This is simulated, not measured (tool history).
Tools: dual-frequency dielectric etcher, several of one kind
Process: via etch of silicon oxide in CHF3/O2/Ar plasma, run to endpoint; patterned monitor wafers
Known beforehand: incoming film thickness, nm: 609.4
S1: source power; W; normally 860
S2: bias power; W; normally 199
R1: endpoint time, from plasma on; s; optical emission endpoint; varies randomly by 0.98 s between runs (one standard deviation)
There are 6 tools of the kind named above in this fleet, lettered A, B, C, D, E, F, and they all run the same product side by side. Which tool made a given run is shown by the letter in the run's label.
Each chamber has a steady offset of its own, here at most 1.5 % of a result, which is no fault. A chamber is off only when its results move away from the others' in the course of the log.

Run 1D, hour 2.8: usual settings. Result: R1 258.08 s.
Run 2C, hour 7: usual settings. Result: R1 260.87 s.
Run 3F, hour 10.1: usual settings. Result: R1 258.68 s.
At hour 13.6: chamber E: wet clean of the chamber.
Run 4E, hour 14.8: usual settings. Result: R1 259.49 s.
Run 5A, hour 19.5: usual settings. Result: R1 256.77 s.
Run 6B, hour 23.2: usual settings but S1 790 W, S2 228 W. Result: R1 256.04 s.
Run 7C, hour 26.8: usual settings but S1 790 W, S2 228 W. Result: R1 255.34 s.
Run 8B, hour 30.9: usual settings but S1 790 W, S2 228 W. Result: R1 257.01 s.
Run 9A, hour 34.1: usual settings but S1 790 W, S2 228 W. Result: R1 254.04 s.
At hour 36.3: chamber D: wet clean of the chamber.
Run 10D, hour 36.3: usual settings but S1 790 W, S2 228 W. Result: R1 252.65 s.
Run 11F, hour 40.5: usual settings but S1 790 W, S2 228 W. Result: R1 254.84 s.
Run 12E, hour 43: usual settings. Result: R1 258.42 s.
Run 13E, hour 45.5: usual settings. Result: R1 259.82 s.
Run 14D, hour 49.5: usual settings. Result: R1 259.07 s.
Run 15C, hour 53.8: usual settings but S1 780 W, S2 217 W. Result: R1 262.27 s.
Run 16F, hour 56.6: usual settings but S1 780 W, S2 217 W. Result: R1 262.75 s.
Run 17A, hour 60.2: usual settings but S1 780 W, S2 217 W. Result: R1 259.77 s.
Run 18B, hour 62.9: usual settings but S1 780 W, S2 217 W. Result: R1 264.05 s.
Run 19A, hour 65.3: usual settings but S1 780 W, S2 217 W. Result: R1 260.53 s.
Run 20D, hour 70: usual settings but S1 780 W, S2 217 W. Result: R1 258.67 s.
Run 21C, hour 72.1: usual settings. Result: R1 257.61 s.
Run 22E, hour 76.3: usual settings but S1 720 W, S2 156 W. Result: R1 299.5 s.
Run 23F, hour 80.2: usual settings but S1 720 W, S2 156 W. Result: R1 298.43 s.
At hour 81.7: chamber B: wet clean of the chamber.
Run 24B, hour 84: usual settings but S1 720 W, S2 156 W. Result: R1 316.27 s.
Run 25C, hour 88: usual settings but S1 720 W, S2 156 W. Result: R1 302.54 s.
Run 26E, hour 90.9: usual settings but S1 720 W, S2 156 W. Result: R1 299.97 s.
Run 27A, hour 94: usual settings but S1 720 W, S2 156 W. Result: R1 297.45 s.
Run 28D, hour 98.7: usual settings but S2 245 W. Result: R1 238.82 s.
Run 29F, hour 101.4: usual settings but S2 245 W. Result: R1 241.26 s.
Run 30B, hour 104.4: usual settings but S2 245 W. Result: R1 256.44 s.
Run 31D, hour 106.6: usual settings but S2 245 W. Result: R1 240.23 s.
Run 32C, hour 110.9: usual settings but S2 245 W. Result: R1 241.05 s.
Run 33E, hour 115.7: usual settings but S2 245 W. Result: R1 241.86 s.
Run 34A, hour 118.9: usual settings. Result: R1 257.82 s.
Run 35B, hour 122.9: usual settings. Result: R1 274.18 s.
Run 36F, hour 126.6: usual settings. Result: R1 259.21 s.
Run 37E, hour 130.1: usual settings. Result: R1 258.48 s.
Run 38A, hour 133: usual settings. Result: R1 256.41 s.
Run 39C, hour 135.2: usual settings. Result: R1 259.95 s.
Run 40D, hour 139.5: usual settings but S1 980 W, S2 243 W. Result: R1 227.88 s.
Run 41F, hour 143.5: usual settings but S1 980 W, S2 243 W. Result: R1 230.15 s.
Run 42B, hour 146.3: usual settings but S1 980 W, S2 243 W. Result: R1 243.9 s.

The same settings go to every chamber for the next run, one line per chamber below. Forecast the results for each:
Run 43A, hour 149.7: usual settings. Result: R1 ?.
Run 43B, hour 149.7: usual settings. Result: R1 ?.
Run 43C, hour 149.7: usual settings. Result: R1 ?.
Run 43D, hour 149.7: usual settings. Result: R1 ?.
Run 43E, hour 149.7: usual settings. Result: R1 ?.
Run 43F, hour 149.7: usual settings. Result: R1 ?.

run      R1
43A   256.8
43B  273.42
43C  259.34
43D  256.24
43E  260.45
43F   260.3

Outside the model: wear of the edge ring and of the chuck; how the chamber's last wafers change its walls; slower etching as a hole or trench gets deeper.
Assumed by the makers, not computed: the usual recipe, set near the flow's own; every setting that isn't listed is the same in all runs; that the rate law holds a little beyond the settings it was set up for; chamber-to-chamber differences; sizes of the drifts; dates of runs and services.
